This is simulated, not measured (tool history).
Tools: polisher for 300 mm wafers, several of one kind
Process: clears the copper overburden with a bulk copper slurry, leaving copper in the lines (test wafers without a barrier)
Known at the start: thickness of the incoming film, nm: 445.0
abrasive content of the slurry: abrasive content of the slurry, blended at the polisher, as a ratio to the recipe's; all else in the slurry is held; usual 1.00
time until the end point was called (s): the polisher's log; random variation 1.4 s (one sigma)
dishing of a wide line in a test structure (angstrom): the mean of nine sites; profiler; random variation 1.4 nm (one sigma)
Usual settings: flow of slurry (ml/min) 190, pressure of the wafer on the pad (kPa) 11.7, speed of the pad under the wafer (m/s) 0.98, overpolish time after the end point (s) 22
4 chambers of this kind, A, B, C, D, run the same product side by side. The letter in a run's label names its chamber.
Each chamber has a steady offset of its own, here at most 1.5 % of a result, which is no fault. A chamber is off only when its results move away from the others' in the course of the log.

run	hour	flow of slurry (ml/min)	pressure of the wafer on the pad (kPa)	speed of the pad under the wafer (m/s)	abrasive content of the slurry	overpolish time after the end point (s)	wafers polished on this pad	hours since the slurry nozzle was cleaned	hours since the head pressure was calibrated	hours since the slurry blender was calibrated	time until the end point was called (s)	dishing of a wide line in a test structure (angstrom)
1C	12.5	190	11.7	0.98	1.00	22	733	205.7	774.1	146.3	97.950	586.05
# hour 13.7: chamber C: slurry blender recalibrated
# hour 16.0: chamber C: worn pad replaced by a new one
2A	27.0	190	11.7	0.98	1.00	22	699	430.3	225.4	164.2	98.506	546.97
3D	40.0	190	11.7	0.98	1.00	22	799	79.2	593.6	58.1	100.670	553.13
# hour 50.6: chamber A: worn pad replaced by a new one
4B	51.5	190	11.7	0.98	1.00	22	720	97.1	950.9	98.5	100.160	573.46
5D	64.7	190	15.2	0.98	1.20	22	1037	103.9	618.3	82.8	75.588	732.64
# hour 68.3: chamber D: worn pad replaced by a new one
# hour 72.9: chamber D: slurry blender recalibrated
6B	74.6	190	15.2	0.98	1.20	22	942	120.2	974.0	121.6	75.000	727.22
7A	84.8	190	15.2	0.98	1.20	22	330	488.1	283.2	222.0	73.387	727.56
8C	92.9	190	15.2	0.98	1.20	22	740	286.1	854.5	79.3	72.172	710.68
# hour 94.5: chamber B: worn pad replaced by a new one
# hour 99.7: chamber C: worn pad replaced by a new one
9A	102.7	190	9.0	0.66	1.00	22	502	506.0	301.1	239.9	188.320	337.26
10C	111.1	190	9.0	0.66	1.00	22	109	304.3	872.7	97.5	193.380	354.90
11D	119.3	190	9.0	0.66	1.00	22	491	158.5	672.9	46.5	194.750	335.30
12B	132.0	190	9.0	0.66	1.00	22	361	177.6	1031.4	179.0	195.750	350.00
# hour 137.6: chamber D: head pressure recalibrated
# hour 142.2: chamber A: worn pad replaced by a new one
13C	143.5	190	11.7	0.98	1.00	22	421	336.7	905.1	129.9	98.913	550.92
# hour 154.2: chamber B: slurry nozzle cleaned
14B	158.0	190	11.7	0.98	1.00	22	611	3.9	1057.4	205.0	99.797	545.90
15A	171.6	190	11.7	0.98	1.00	22	283	574.9	370.0	308.8	100.420	566.34
# hour 173.1: chamber D: worn pad replaced by a new one
# hour 179.0: chamber D: slurry blender recalibrated
16D	180.6	190	11.7	0.98	1.00	22	72	219.8	43.1	1.7	114.240	513.69
# hour 186.3: chamber C: worn pad replaced by a new one
17B	190.0	190	11.7	0.98	1.00	22	919	35.9	1089.4	237.0	99.940	593.55
18A	202.2	190	11.7	0.98	1.00	22	577	605.5	400.6	339.4	99.765	576.20
# hour 206.4: chamber B: worn pad replaced by a new one
# hour 210.7: chamber C: slurry blender recalibrated
19D	215.7	190	11.7	0.98	1.00	22	410	254.9	78.2	36.8	114.140	509.46
# hour 224.2: chamber A: worn pad replaced by a new one
# hour 229.9: chamber D: slurry nozzle cleaned
20C	230.0	190	11.7	0.98	1.00	22	421	423.2	991.6	19.4	98.136	548.58
21A	243.9	190	11.7	0.98	1.10	17	190	647.2	442.3	381.1	98.038	471.13
22D	254.4	190	11.7	0.98	1.10	17	782	24.5	116.9	75.5	113.430	409.29
23C	267.6	190	11.7	0.98	1.10	17	783	460.8	1029.2	57.0	97.729	480.23
# hour 271.3: chamber D: slurry blender recalibrated
# hour 272.8: chamber B: slurry blender recalibrated
24B	279.8	190	11.7	0.98	1.10	17	706	125.7	1179.2	7.1	97.748	476.60
# hour 283.4: chamber D: worn pad replaced by a new one
# hour 284.3: chamber C: worn pad replaced by a new one
# hour 287.5: chamber A: slurry blender recalibrated
25C	288.0	190	11.7	0.98	1.00	22	36	481.2	1049.6	77.4	100.880	589.78
26B	298.5	190	11.7	0.98	0.85	22	886	144.4	1197.9	25.8	103.640	551.25
# hour 307.8: chamber A: worn pad replaced by a new one
27A	307.8	190	11.7	0.98	0.85	22	0	711.1	506.2	20.3	102.630	561.93
# hour 308.9: chamber B: worn pad replaced by a new one
# hour 311.6: chamber A: slurry nozzle cleaned
# hour 314.9: chamber B: head pressure recalibrated
28D	318.0	190	11.7	0.98	0.85	22	333	88.1	180.5	46.7	118.500	486.53
29B	327.9	190	11.7	0.98	0.85	22	183	173.8	13.0	55.2	102.580	570.11
30D	341.1	190	11.7	0.98	1.00	22	555	111.2	203.6	69.8	113.810	498.43
31C	354.8	190	11.7	0.98	1.00	22	679	548.0	1116.4	144.2	100.430	560.50
32A	366.8	190	11.7	0.98	1.00	22	568	55.3	565.2	79.3	97.963	566.01

Is one chamber off against the others, does the gauge drift, or is nothing wrong? If a chamber is off, say which, and what the likeliest cause is.

A service left chamber D off against the others.
Cause: head's pressure below its setpoint, % = 12.

Here are 4 candidates for chamber D's next run, each the usual settings with a change, their results left as question marks. Which one brings its results back in line with what the others give on the usual settings?
In line means no further than this from the other chambers' mean on the usual settings: time until the end point was called (s) 4.700; dishing of a wide line in a test structure (angstrom) 48.00
33D-1	377.6	195	13.8	1.12	1.00	23					?	?
33D-2	377.6	185	10.3	0.84	1.00	21					?	?
33D-3	377.6	190	11.0	0.90	1.00	21					?	?
33D-4	377.6	190	12.4	1.06	1.00	23					?	?

The other chambers' mean on the usual settings: time until the end point was called (s) 99.467; dishing of a wide line in a test structure (angstrom) 568.17
run	time until the end point was called (s)	dishing of a wide line in a test structure (angstrom)
33D-1	85.671	658.61
33D-2	152.430	392.58
33D-3	133.100	438.87
33D-4	100.770	581.68
33D-4 brings the chamber back in line.
